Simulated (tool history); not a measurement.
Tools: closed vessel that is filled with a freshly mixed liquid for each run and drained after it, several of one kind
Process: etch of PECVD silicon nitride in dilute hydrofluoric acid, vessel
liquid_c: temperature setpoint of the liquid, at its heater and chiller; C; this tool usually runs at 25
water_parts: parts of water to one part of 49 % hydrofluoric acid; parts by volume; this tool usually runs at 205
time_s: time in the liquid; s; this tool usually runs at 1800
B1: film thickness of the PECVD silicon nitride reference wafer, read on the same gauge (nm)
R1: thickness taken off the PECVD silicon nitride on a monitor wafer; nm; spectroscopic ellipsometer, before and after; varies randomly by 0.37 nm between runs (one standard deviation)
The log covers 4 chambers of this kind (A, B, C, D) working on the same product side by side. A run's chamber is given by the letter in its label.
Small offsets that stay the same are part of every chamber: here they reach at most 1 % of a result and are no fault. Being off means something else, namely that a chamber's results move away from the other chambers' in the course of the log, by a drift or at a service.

{"run": "1C", "hour": 3.9, "liquid_c": 25, "water_parts": 205, "time_s": 1800, "B1": 60.011, "R1": 37.688}
{"run": "2A", "hour": 6.0, "liquid_c": 25, "water_parts": 205, "time_s": 1800, "B1": 59.98, "R1": 38.251}
{"run": "3B", "hour": 8.2, "liquid_c": 25, "water_parts": 205, "time_s": 1800, "B1": 59.991, "R1": 37.795}
{"run": "4D", "hour": 10.4, "liquid_c": 25, "water_parts": 205, "time_s": 1800, "B1": 59.993, "R1": 37.731}
{"run": "5A", "hour": 13.1, "liquid_c": 25, "water_parts": 205, "time_s": 1800, "B1": 60.014, "R1": 38.133}
{"run": "6C", "hour": 17.6, "liquid_c": 25, "water_parts": 205, "time_s": 1800, "B1": 60.022, "R1": 37.536}
{"run": "7B", "hour": 19.8, "liquid_c": 25, "water_parts": 205, "time_s": 1800, "B1": 60.006, "R1": 36.894}
{"run": "8D", "hour": 24.0, "liquid_c": 25, "water_parts": 205, "time_s": 1800, "B1": 59.971, "R1": 36.059}
{"run": "9A", "hour": 26.7, "liquid_c": 25, "water_parts": 285, "time_s": 1225, "B1": 59.994, "R1": 18.479}
{"hour": 28.6, "done": "chamber D: hydrofluoric acid flow meter replaced"}
{"run": "10C", "hour": 30.3, "liquid_c": 25, "water_parts": 285, "time_s": 1225, "B1": 60.001, "R1": 17.935}
{"run": "11B", "hour": 32.3, "liquid_c": 25, "water_parts": 285, "time_s": 1225, "B1": 60.006, "R1": 18.009}
{"run": "12D", "hour": 35.0, "liquid_c": 25, "water_parts": 285, "time_s": 1225, "B1": 60.003, "R1": 17.868}
{"run": "13C", "hour": 39.1, "liquid_c": 25, "water_parts": 205, "time_s": 1800, "B1": 59.993, "R1": 38.209}
{"run": "14A", "hour": 43.3, "liquid_c": 25, "water_parts": 205, "time_s": 1800, "B1": 60.001, "R1": 38.017}
{"run": "15D", "hour": 46.7, "liquid_c": 25, "water_parts": 205, "time_s": 1800, "B1": 60.006, "R1": 37.955}
{"run": "16B", "hour": 50.7, "liquid_c": 25, "water_parts": 205, "time_s": 1800, "B1": 59.991, "R1": 36.371}
{"run": "17A", "hour": 54.5, "liquid_c": 25, "water_parts": 205, "time_s": 1800, "B1": 59.989, "R1": 38.128}
{"hour": 55.8, "done": "chamber A: hydrofluoric acid flow meter replaced"}
{"run": "18D", "hour": 56.5, "liquid_c": 25, "water_parts": 205, "time_s": 1800, "B1": 59.982, "R1": 38.162}
{"run": "19B", "hour": 59.7, "liquid_c": 27.5, "water_parts": 205, "time_s": 1800, "B1": 59.975, "R1": 43.422}
{"run": "20C", "hour": 61.8, "liquid_c": 27.5, "water_parts": 205, "time_s": 1800, "B1": 60.007, "R1": 44.479}
{"run": "21D", "hour": 64.5, "liquid_c": 27.5, "water_parts": 205, "time_s": 1800, "B1": 59.995, "R1": 44.925}
{"run": "22B", "hour": 68.4, "liquid_c": 27.5, "water_parts": 205, "time_s": 1800, "B1": 60.002, "R1": 42.836}
{"run": "23C", "hour": 72.7, "liquid_c": 25, "water_parts": 205, "time_s": 1800, "B1": 59.995, "R1": 38.262}
{"run": "24A", "hour": 75.4, "liquid_c": 25, "water_parts": 205, "time_s": 1800, "B1": 60.006, "R1": 38.172}
{"run": "25D", "hour": 78.5, "liquid_c": 25, "water_parts": 205, "time_s": 1800, "B1": 60.009, "R1": 39.389}
{"run": "26B", "hour": 82.1, "liquid_c": 25, "water_parts": 205, "time_s": 1800, "B1": 60.023, "R1": 37.111}
{"run": "27A", "hour": 84.7, "liquid_c": 25, "water_parts": 205, "time_s": 1800, "B1": 59.986, "R1": 37.554}
{"run": "28C", "hour": 87.1, "liquid_c": 25, "water_parts": 205, "time_s": 1800, "B1": 59.983, "R1": 37.558}
{"run": "29A", "hour": 91.1, "liquid_c": 25, "water_parts": 205, "time_s": 1800, "B1": 60.005, "R1": 37.929}

Predict what each chamber gives when all 4 of them run the settings below next.
{"run": "30A", "hour": 94.3, "liquid_c": 25, "water_parts": 205, "time_s": 1800, "R1": "?"}
{"run": "30B", "hour": 94.3, "liquid_c": 25, "water_parts": 205, "time_s": 1800, "R1": "?"}
{"run": "30C", "hour": 94.3, "liquid_c": 25, "water_parts": 205, "time_s": 1800, "R1": "?"}
{"run": "30D", "hour": 94.3, "liquid_c": 25, "water_parts": 205, "time_s": 1800, "R1": "?"}

run=30A R1=37.342
run=30B R1=36.812
run=30C R1=37.096
run=30D R1=39.06
